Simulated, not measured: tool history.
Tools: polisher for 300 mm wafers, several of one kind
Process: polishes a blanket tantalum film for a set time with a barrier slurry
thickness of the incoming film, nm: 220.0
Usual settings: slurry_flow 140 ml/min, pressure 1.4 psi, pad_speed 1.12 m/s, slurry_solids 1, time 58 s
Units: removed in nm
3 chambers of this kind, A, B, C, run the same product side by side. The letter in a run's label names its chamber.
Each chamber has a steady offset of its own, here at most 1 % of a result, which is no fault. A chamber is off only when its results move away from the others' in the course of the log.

run	day	slurry_flow	pressure	pad_speed	slurry_solids	time	wafers polished on this pad	hours since the slurry nozzle was cleaned	hours since the head pressure was calibrated	hours since the slurry blender was calibrated	removed
# day 0.162: chamber A: worn pad replaced by a new one
1A	0.275	140	1.4	1.12	1	58	30	617	516.5	237	65.841
2B	0.592	140	1.4	1.12	1	58	410	643.4	252.9	90.7	64.992
3C	0.917	140	1.4	1.12	1	58	875	505.7	288.3	120.4	62.73
4C	1.221	140	1.4	1.12	1	58	956	513	295.6	127.7	63.919
# day 1.233: chamber C: slurry blender recalibrated
5A	1.438	140	1.4	1.12	1	58	340	644.9	544.4	264.9	64.338
6B	1.579	140	1.4	1.12	1	58	674	667.1	276.6	114.4	65.165
7B	1.729	140	1.4	1.12	1	58	714	670.7	280.2	118	65.133
# day 1.925: chamber C: worn pad replaced by a new one
8C	1.979	140	1.4	1.12	1	58	15	531.2	313.8	18	65.281
9A	2.158	140	1.4	1.12	1	58	532	662.2	561.7	282.2	65.057
# day 2.175: chamber C: slurry nozzle cleaned
# day 2.404: chamber A: worn pad replaced by a new one
10C	2.408	140	1.4	1.12	1	58	129	5.6	324.1	28.3	63.893
11B	2.729	140	1.4	1.12	1	58	980	694.7	304.2	142	64.986
12A	2.992	140	1.4	1.12	1	58	156	682.2	581.7	302.2	63.607
13A	3.171	140	1.4	1.12	1	58	204	686.5	586	306.5	65.264
# day 3.188: chamber B: worn pad replaced by a new one
14C	3.329	140	1.4	1.12	1	58	375	27.7	346.2	50.4	63.622
15B	3.579	140	1.4	1.12	1	58	104	715.1	324.6	162.4	64.709
# day 3.742: chamber B: slurry blender recalibrated
16B	3.871	140	1.4	1.12	1	58	182	722.1	331.6	3.2	65.208
17A	4.079	140	1.4	1.12	1	58	446	708.3	607.8	328.3	64.331
# day 4.296: chamber A: worn pad replaced by a new one
18C	4.321	140	1.4	1.12	1	58	639	51.5	370	74.2	64.745
19A	4.554	140	1.4	1.12	1	58	69	719.7	619.2	339.7	63.598
# day 4.654: chamber B: head pressure recalibrated
20B	4.775	140	1.4	1.12	1	58	423	743.8	3	24.9	58.003
# day 4.792: chamber B: slurry nozzle cleaned
21C	4.967	140	1.4	1.12	1	58	811	67	385.5	89.7	64.891
22A	5.208	100	1.4	0.78	1	58	243	735.4	634.9	355.4	41.885
23C	5.396	100	1.4	0.78	1	58	926	77.3	395.8	100	41.793
# day 5.404: chamber C: slurry blender recalibrated
24B	5.55	100	1.4	0.78	1	58	630	18.2	21.6	43.5	38.037
25C	5.871	140	1.4	1.12	1	58	1052	88.7	407.2	11.3	64.811
# day 5.875: chamber A: slurry nozzle cleaned
26A	6.071	140	1.4	1.12	1	58	473	4.8	655.6	376.1	63.52
27B	6.388	140	1.4	1.12	1	58	853	38.3	41.7	63.6	58.134
# day 6.392: chamber A: worn pad replaced by a new one
# day 6.396: chamber C: worn pad replaced by a new one
28C	6.65	140	1.4	1.12	1	58	68	107.4	425.9	30	64.235
29B	6.929	140	1.4	1.12	1	76	998	51.3	54.7	76.6	77.846
30A	7.204	140	1.4	1.12	1	76	217	32	682.8	403.3	83.126
31A	7.471	140	1.4	1.12	1	76	288	38.4	689.2	409.7	84.938
32C	7.758	140	1.4	1.12	1	58	363	134	452.5	56.6	64.685

What goes on in this fleet: one chamber off, a drifting gauge, or nothing beyond the chambers' own small offsets? Name the chamber and the cause, if any.

A service left chamber B off against the others.
Cause: head's pressure below its setpoint, % = 9.56.

Here are 4 candidates for chamber B's next run, each the usual settings with a change, their results left as question marks. Which one brings its results back in line with what the others give on the usual settings?
In line means no further than this from the other chambers' mean on the usual settings: removed 2.9 nm
33B-1	7.988	140	1.4	1.12	1	57					?
33B-2	7.988	145	1.4	1.24	1	58					?
33B-3	7.988	140	1.4	1.14	1	59					?
33B-4	7.988	140	1.3	1.12	1	56					?

The other chambers' mean on the usual settings: removed 64.73 nm
run	removed
33B-1	57.432
33B-2	65.058
33B-3	60.499
33B-4	52.387
33B-2 brings the chamber back in line.

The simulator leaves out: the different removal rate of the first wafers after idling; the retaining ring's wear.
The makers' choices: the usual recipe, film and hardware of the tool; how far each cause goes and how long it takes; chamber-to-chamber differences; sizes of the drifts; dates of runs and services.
